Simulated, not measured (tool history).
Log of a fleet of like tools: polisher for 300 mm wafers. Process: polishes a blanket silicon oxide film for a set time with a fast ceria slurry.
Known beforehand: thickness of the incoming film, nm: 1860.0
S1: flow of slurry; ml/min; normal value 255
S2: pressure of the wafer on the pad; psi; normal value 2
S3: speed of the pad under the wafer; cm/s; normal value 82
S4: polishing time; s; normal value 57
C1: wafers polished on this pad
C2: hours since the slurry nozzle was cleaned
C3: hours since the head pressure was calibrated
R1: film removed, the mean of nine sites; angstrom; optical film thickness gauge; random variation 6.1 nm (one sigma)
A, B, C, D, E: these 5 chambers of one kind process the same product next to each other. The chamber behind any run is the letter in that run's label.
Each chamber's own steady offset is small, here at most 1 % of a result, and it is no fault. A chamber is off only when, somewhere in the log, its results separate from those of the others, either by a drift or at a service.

{"run": "1D", "hour": 7.1, "S1": 255, "S2": 2, "S3": 82, "S4": 57, "C1": 701, "C2": 61.1, "C3": 1118.1, "R1": 6002.4}
{"hour": 10.0, "done": "chamber A: worn pad replaced by a new one"}
{"run": "2E", "hour": 13.4, "S1": 255, "S2": 2, "S3": 82, "S4": 57, "C1": 536, "C2": 487.1, "C3": 365.3, "R1": 5798.8}
{"run": "3B", "hour": 18.3, "S1": 255, "S2": 2, "S3": 82, "S4": 57, "C1": 563, "C2": 47.1, "C3": 131.7, "R1": 5840.1}
{"run": "4A", "hour": 22.6, "S1": 255, "S2": 2, "S3": 82, "S4": 57, "C1": 204, "C2": 303.5, "C3": 34.4, "R1": 5867.2}
{"run": "5C", "hour": 27.2, "S1": 175, "S2": 2, "S3": 82, "S4": 57, "C1": 871, "C2": 216.1, "C3": 213.8, "R1": 5622.3}
{"hour": 27.7, "done": "chamber D: worn pad replaced by a new one"}
{"run": "6A", "hour": 35.2, "S1": 175, "S2": 2, "S3": 82, "S4": 57, "C1": 408, "C2": 316.1, "C3": 47, "R1": 5480.8}
{"hour": 35.6, "done": "chamber B: worn pad replaced by a new one"}
{"run": "7C", "hour": 39.1, "S1": 175, "S2": 2, "S3": 82, "S4": 57, "C1": 1064, "C2": 228, "C3": 225.7, "R1": 5527.5}
{"hour": 44.6, "done": "chamber A: slurry nozzle cleaned"}
{"run": "8B", "hour": 47.1, "S1": 175, "S2": 2, "S3": 82, "S4": 57, "C1": 187, "C2": 75.9, "C3": 160.5, "R1": 5687.4}
{"hour": 48.6, "done": "chamber C: worn pad replaced by a new one"}
{"hour": 54.0, "done": "chamber E: worn pad replaced by a new one"}
{"run": "9E", "hour": 54.2, "S1": 175, "S2": 2, "S3": 82, "S4": 57, "C1": 4, "C2": 527.9, "C3": 406.1, "R1": 5564.6}
{"hour": 58.7, "done": "chamber E: slurry nozzle cleaned"}
{"run": "10D", "hour": 60.5, "S1": 255, "S2": 2, "S3": 82, "S4": 57, "C1": 530, "C2": 114.5, "C3": 1171.5, "R1": 5924}
{"run": "11B", "hour": 66.8, "S1": 255, "S2": 2, "S3": 82, "S4": 57, "C1": 506, "C2": 95.6, "C3": 180.2, "R1": 6063}
{"run": "12D", "hour": 70.7, "S1": 255, "S2": 2, "S3": 82, "S4": 57, "C1": 695, "C2": 124.7, "C3": 1181.7, "R1": 5828.6}
{"hour": 74.5, "done": "chamber A: worn pad replaced by a new one"}
{"run": "13C", "hour": 75.4, "S1": 255, "S2": 2, "S3": 82, "S4": 57, "C1": 434, "C2": 264.3, "C3": 262, "R1": 5769.7}
{"run": "14E", "hour": 79.1, "S1": 255, "S2": 2, "S3": 94, "S4": 57, "C1": 407, "C2": 20.5, "C3": 431, "R1": 6583.9}
{"hour": 83.6, "done": "chamber B: worn pad replaced by a new one"}
{"run": "15A", "hour": 83.6, "S1": 255, "S2": 2, "S3": 94, "S4": 57, "C1": 148, "C2": 39.1, "C3": 95.4, "R1": 6782.4}
{"run": "16A", "hour": 87.4, "S1": 255, "S2": 2, "S3": 94, "S4": 57, "C1": 210, "C2": 42.9, "C3": 99.2, "R1": 6785.8}
{"hour": 94.2, "done": "chamber D: worn pad replaced by a new one"}
{"run": "17D", "hour": 95.1, "S1": 255, "S2": 2, "S3": 94, "S4": 57, "C1": 15, "C2": 149.1, "C3": 1206.1, "R1": 6964}
{"run": "18E", "hour": 99.4, "S1": 255, "S2": 2, "S3": 94, "S4": 57, "C1": 735, "C2": 40.8, "C3": 451.3, "R1": 6834.6}
{"run": "19C", "hour": 105.0, "S1": 255, "S2": 2, "S3": 82, "S4": 57, "C1": 913, "C2": 293.9, "C3": 291.6, "R1": 5889.9}
{"run": "20B", "hour": 111.3, "S1": 255, "S2": 2, "S3": 82, "S4": 57, "C1": 449, "C2": 140.1, "C3": 224.7, "R1": 5884.4}
{"run": "21A", "hour": 117.3, "S1": 255, "S2": 2, "S3": 82, "S4": 57, "C1": 693, "C2": 72.8, "C3": 129.1, "R1": 5744.3}
{"hour": 121.7, "done": "chamber E: worn pad replaced by a new one"}
{"run": "22B", "hour": 122.9, "S1": 255, "S2": 2, "S3": 82, "S4": 57, "C1": 636, "C2": 151.7, "C3": 236.3, "R1": 5815.6}
{"hour": 125.9, "done": "chamber C: worn pad replaced by a new one"}
{"run": "23D", "hour": 129.4, "S1": 255, "S2": 2, "S3": 82, "S4": 57, "C1": 570, "C2": 183.4, "C3": 1240.4, "R1": 5948.7}
{"hour": 130.7, "done": "chamber D: head pressure recalibrated"}
{"hour": 133.0, "done": "chamber A: worn pad replaced by a new one"}
{"run": "24C", "hour": 135.7, "S1": 255, "S2": 2, "S3": 82, "S4": 57, "C1": 159, "C2": 324.6, "C3": 322.3, "R1": 5833.4}
{"hour": 136.4, "done": "chamber B: worn pad replaced by a new one"}
{"run": "25E", "hour": 140.2, "S1": 255, "S2": 2, "S3": 82, "S4": 57, "C1": 299, "C2": 81.6, "C3": 492.1, "R1": 5806.3}
{"run": "26E", "hour": 146.5, "S1": 255, "S2": 2, "S3": 82, "S4": 57, "C1": 401, "C2": 87.9, "C3": 498.4, "R1": 5882.6}
{"run": "27D", "hour": 152.7, "S1": 255, "S2": 2, "S3": 82, "S4": 57, "C1": 947, "C2": 206.7, "C3": 22.1, "R1": 5377.7}
{"run": "28B", "hour": 156.5, "S1": 255, "S2": 2, "S3": 82, "S4": 57, "C1": 326, "C2": 185.3, "C3": 269.9, "R1": 5798.2}
{"run": "29A", "hour": 163.0, "S1": 255, "S2": 2, "S3": 82, "S4": 57, "C1": 485, "C2": 118.5, "C3": 174.8, "R1": 5876.4}
{"hour": 163.8, "done": "chamber D: worn pad replaced by a new one"}
{"run": "30C", "hour": 170.0, "S1": 255, "S2": 2, "S3": 82, "S4": 57, "C1": 714, "C2": 358.9, "C3": 356.6, "R1": 5896.5}
{"run": "31D", "hour": 177.4, "S1": 255, "S2": 2, "S3": 82, "S4": 57, "C1": 221, "C2": 231.4, "C3": 46.8, "R1": 5381.9}
{"run": "32E", "hour": 184.4, "S1": 255, "S2": 2, "S3": 82, "S4": 57, "C1": 1014, "C2": 125.8, "C3": 536.3, "R1": 5756}
{"hour": 186.7, "done": "chamber B: head pressure recalibrated"}
{"hour": 189.4, "done": "chamber B: worn pad replaced by a new one"}
{"run": "33C", "hour": 190.7, "S1": 255, "S2": 2, "S3": 82, "S4": 57, "C1": 1049, "C2": 379.6, "C3": 377.3, "R1": 5995.1}
{"hour": 192.1, "done": "chamber A: worn pad replaced by a new one"}
{"hour": 192.4, "done": "chamber E: worn pad replaced by a new one"}
{"run": "34B", "hour": 194.9, "S1": 255, "S2": 2.3, "S3": 82, "S4": 57, "C1": 89, "C2": 223.7, "C3": 8.2, "R1": 6742.9}
{"run": "35A", "hour": 201.6, "S1": 255, "S2": 2.3, "S3": 82, "S4": 57, "C1": 153, "C2": 157.1, "C3": 213.4, "R1": 6681.3}
{"hour": 202.4, "done": "chamber C: worn pad replaced by a new one"}
{"run": "36C", "hour": 207.3, "S1": 255, "S2": 2.3, "S3": 82, "S4": 57, "C1": 80, "C2": 396.2, "C3": 393.9, "R1": 6735.8}
{"run": "37B", "hour": 212.1, "S1": 255, "S2": 2.3, "S3": 82, "S4": 57, "C1": 367, "C2": 240.9, "C3": 25.4, "R1": 6713.6}
{"run": "38E", "hour": 219.5, "S1": 255, "S2": 2.3, "S3": 82, "S4": 57, "C1": 438, "C2": 160.9, "C3": 571.4, "R1": 6691.9}
{"run": "39D", "hour": 223.1, "S1": 255, "S2": 2, "S3": 82, "S4": 57, "C1": 960, "C2": 277.1, "C3": 92.5, "R1": 5342}
{"run": "40A", "hour": 230.2, "S1": 255, "S2": 2, "S3": 82, "S4": 57, "C1": 616, "C2": 185.7, "C3": 242, "R1": 5869.8}
{"run": "41A", "hour": 237.5, "S1": 255, "S2": 2, "S3": 82, "S4": 57, "C1": 734, "C2": 193, "C3": 249.3, "R1": 5902.9}
{"hour": 237.9, "done": "chamber B: worn pad replaced by a new one"}
{"run": "42B", "hour": 244.3, "S1": 255, "S2": 2, "S3": 82, "S4": 57, "C1": 103, "C2": 273.1, "C3": 57.6, "R1": 5958}
{"run": "43E", "hour": 248.4, "S1": 255, "S2": 2, "S3": 82, "S4": 73, "C1": 906, "C2": 189.8, "C3": 600.3, "R1": 7679.3}

Predict what each chamber gives when all 5 of them run the settings below next.
{"run": "44A", "hour": 254.1, "S1": 255, "S2": 2, "S3": 82, "S4": 57, "R1": "?"}
{"run": "44B", "hour": 254.1, "S1": 255, "S2": 2, "S3": 82, "S4": 57, "R1": "?"}
{"run": "44C", "hour": 254.1, "S1": 255, "S2": 2, "S3": 82, "S4": 57, "R1": "?"}
{"run": "44D", "hour": 254.1, "S1": 255, "S2": 2, "S3": 82, "S4": 57, "R1": "?"}
{"run": "44E", "hour": 254.1, "S1": 255, "S2": 2, "S3": 82, "S4": 57, "R1": "?"}

run=44A R1=5954.4
run=44B R1=5951.9
run=44C R1=5790.6
run=44D R1=5479
run=44E R1=5924

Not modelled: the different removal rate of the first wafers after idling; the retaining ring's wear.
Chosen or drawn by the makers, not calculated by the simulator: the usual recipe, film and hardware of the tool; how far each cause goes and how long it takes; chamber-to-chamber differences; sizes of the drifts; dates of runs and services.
